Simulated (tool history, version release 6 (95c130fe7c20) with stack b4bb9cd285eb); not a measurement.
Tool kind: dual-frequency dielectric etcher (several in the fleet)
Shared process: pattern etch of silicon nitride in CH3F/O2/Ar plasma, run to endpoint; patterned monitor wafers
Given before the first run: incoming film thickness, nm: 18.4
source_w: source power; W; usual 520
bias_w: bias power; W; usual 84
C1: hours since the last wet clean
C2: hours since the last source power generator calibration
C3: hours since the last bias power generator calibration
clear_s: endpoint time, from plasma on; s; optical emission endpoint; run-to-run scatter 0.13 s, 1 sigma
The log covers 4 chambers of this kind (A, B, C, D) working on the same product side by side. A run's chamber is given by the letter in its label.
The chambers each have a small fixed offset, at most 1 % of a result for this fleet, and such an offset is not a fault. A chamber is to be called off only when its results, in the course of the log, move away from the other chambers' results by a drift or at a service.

{"run": "1D", "day": 0.279, "source_w": 520, "bias_w": 84, "C1": 211.4, "C2": 1401.1, "C3": 867.7, "clear_s": 22.995}
{"run": "2C", "day": 0.496, "source_w": 520, "bias_w": 84, "C1": 322, "C2": 2094.2, "C3": 1129.8, "clear_s": 23.009}
{"run": "3B", "day": 0.779, "source_w": 520, "bias_w": 84, "C1": 153.8, "C2": 477.7, "C3": 740.2, "clear_s": 22.657}
{"run": "4A", "day": 0.967, "source_w": 520, "bias_w": 84, "C1": 491, "C2": 2204.8, "C3": 2529.1, "clear_s": 22.692}
{"run": "5D", "day": 1.221, "source_w": 520, "bias_w": 84, "C1": 234, "C2": 1423.7, "C3": 890.3, "clear_s": 23.027}
{"run": "6C", "day": 1.479, "source_w": 630, "bias_w": 70, "C1": 345.6, "C2": 2117.8, "C3": 1153.4, "clear_s": 22.843}
{"run": "7A", "day": 1.625, "source_w": 630, "bias_w": 70, "C1": 506.8, "C2": 2220.6, "C3": 2544.9, "clear_s": 22.883}
{"run": "8B", "day": 1.833, "source_w": 630, "bias_w": 70, "C1": 179.1, "C2": 503, "C3": 765.5, "clear_s": 22.554}
{"run": "9C", "day": 1.988, "source_w": 630, "bias_w": 70, "C1": 357.8, "C2": 2130, "C3": 1165.6, "clear_s": 22.573}
{"run": "10A", "day": 2.133, "source_w": 520, "bias_w": 84, "C1": 519, "C2": 2232.8, "C3": 2557.1, "clear_s": 22.93}
{"run": "11D", "day": 2.262, "source_w": 520, "bias_w": 84, "C1": 259, "C2": 1448.7, "C3": 915.3, "clear_s": 23.113}
{"run": "12B", "day": 2.55, "source_w": 520, "bias_w": 84, "C1": 196.3, "C2": 520.2, "C3": 782.7, "clear_s": 22.766}
{"run": "13C", "day": 2.808, "source_w": 520, "bias_w": 91, "C1": 377.5, "C2": 2149.7, "C3": 1185.3, "clear_s": 22.244}
{"run": "14D", "day": 3.088, "source_w": 520, "bias_w": 91, "C1": 278.8, "C2": 1468.5, "C3": 935.1, "clear_s": 22.661}
{"run": "15A", "day": 3.225, "source_w": 520, "bias_w": 91, "C1": 545.2, "C2": 2259, "C3": 2583.3, "clear_s": 22.348}
{"run": "16B", "day": 3.429, "source_w": 520, "bias_w": 91, "C1": 217.4, "C2": 541.3, "C3": 803.8, "clear_s": 22.254}
{"run": "17D", "day": 3.567, "source_w": 520, "bias_w": 84, "C1": 290.3, "C2": 1480, "C3": 946.6, "clear_s": 23.235}
{"run": "18A", "day": 3.725, "source_w": 520, "bias_w": 84, "C1": 557.2, "C2": 2271, "C3": 2595.3, "clear_s": 23.2}
{"run": "19C", "day": 3.904, "source_w": 520, "bias_w": 84, "C1": 403.8, "C2": 2176, "C3": 1211.6, "clear_s": 22.82}
{"run": "20B", "day": 4.088, "source_w": 520, "bias_w": 84, "C1": 233.2, "C2": 557.1, "C3": 819.6, "clear_s": 22.952}
{"day": 4.279, "done": "chamber A: wet clean of the chamber"}
{"run": "21B", "day": 4.321, "source_w": 580, "bias_w": 84, "C1": 238.8, "C2": 562.7, "C3": 825.2, "clear_s": 21.71}
{"run": "22D", "day": 4.604, "source_w": 580, "bias_w": 84, "C1": 315.2, "C2": 1504.9, "C3": 971.5, "clear_s": 22.631}
{"run": "23C", "day": 4.883, "source_w": 580, "bias_w": 84, "C1": 427.3, "C2": 2199.5, "C3": 1235.1, "clear_s": 21.856}
{"run": "24A", "day": 5.1, "source_w": 580, "bias_w": 84, "C1": 19.7, "C2": 2304, "C3": 2628.3, "clear_s": 21.963}
{"run": "25B", "day": 5.225, "source_w": 520, "bias_w": 84, "C1": 260.5, "C2": 584.4, "C3": 846.9, "clear_s": 22.859}
{"run": "26C", "day": 5.362, "source_w": 520, "bias_w": 84, "C1": 438.8, "C2": 2211, "C3": 1246.6, "clear_s": 22.591}
{"run": "27D", "day": 5.583, "source_w": 520, "bias_w": 84, "C1": 338.7, "C2": 1528.4, "C3": 995, "clear_s": 23.571}
{"run": "28A", "day": 5.85, "source_w": 520, "bias_w": 84, "C1": 37.7, "C2": 2322, "C3": 2646.3, "clear_s": 23.073}

What goes on in this fleet: one chamber off, a drifting gauge, or nothing beyond the chambers' own small offsets? Name the chamber and the cause, if any.

Little by little, chamber D moves away from the other chambers.
What lies behind it: etch rate under this chamber's usual, % = 3.73.

Chamber D could run next with any of the 4 candidate recipes listed below; each alters the usual settings, and their results appear as question marks. Which one brings its results back in line with what the other chambers deliver on the usual settings?
In line means no further than this from the other chambers' mean on the usual settings: clear_s 0.47 s
{"run": "29D-1", "day": 6.054, "source_w": 570, "bias_w": 84, "clear_s": "?"}
{"run": "29D-2", "day": 6.054, "source_w": 460, "bias_w": 75, "clear_s": "?"}
{"run": "29D-3", "day": 6.054, "source_w": 580, "bias_w": 93, "clear_s": "?"}
{"run": "29D-4", "day": 6.054, "source_w": 490, "bias_w": 80, "clear_s": "?"}

The other chambers' mean on the usual settings: clear_s 22.901 s
run=29D-1 clear_s=22.917
run=29D-2 clear_s=25.879
run=29D-3 clear_s=21.971
run=29D-4 clear_s=24.702
29D-1 is the one that brings the chamber's results back in line with the other chambers.

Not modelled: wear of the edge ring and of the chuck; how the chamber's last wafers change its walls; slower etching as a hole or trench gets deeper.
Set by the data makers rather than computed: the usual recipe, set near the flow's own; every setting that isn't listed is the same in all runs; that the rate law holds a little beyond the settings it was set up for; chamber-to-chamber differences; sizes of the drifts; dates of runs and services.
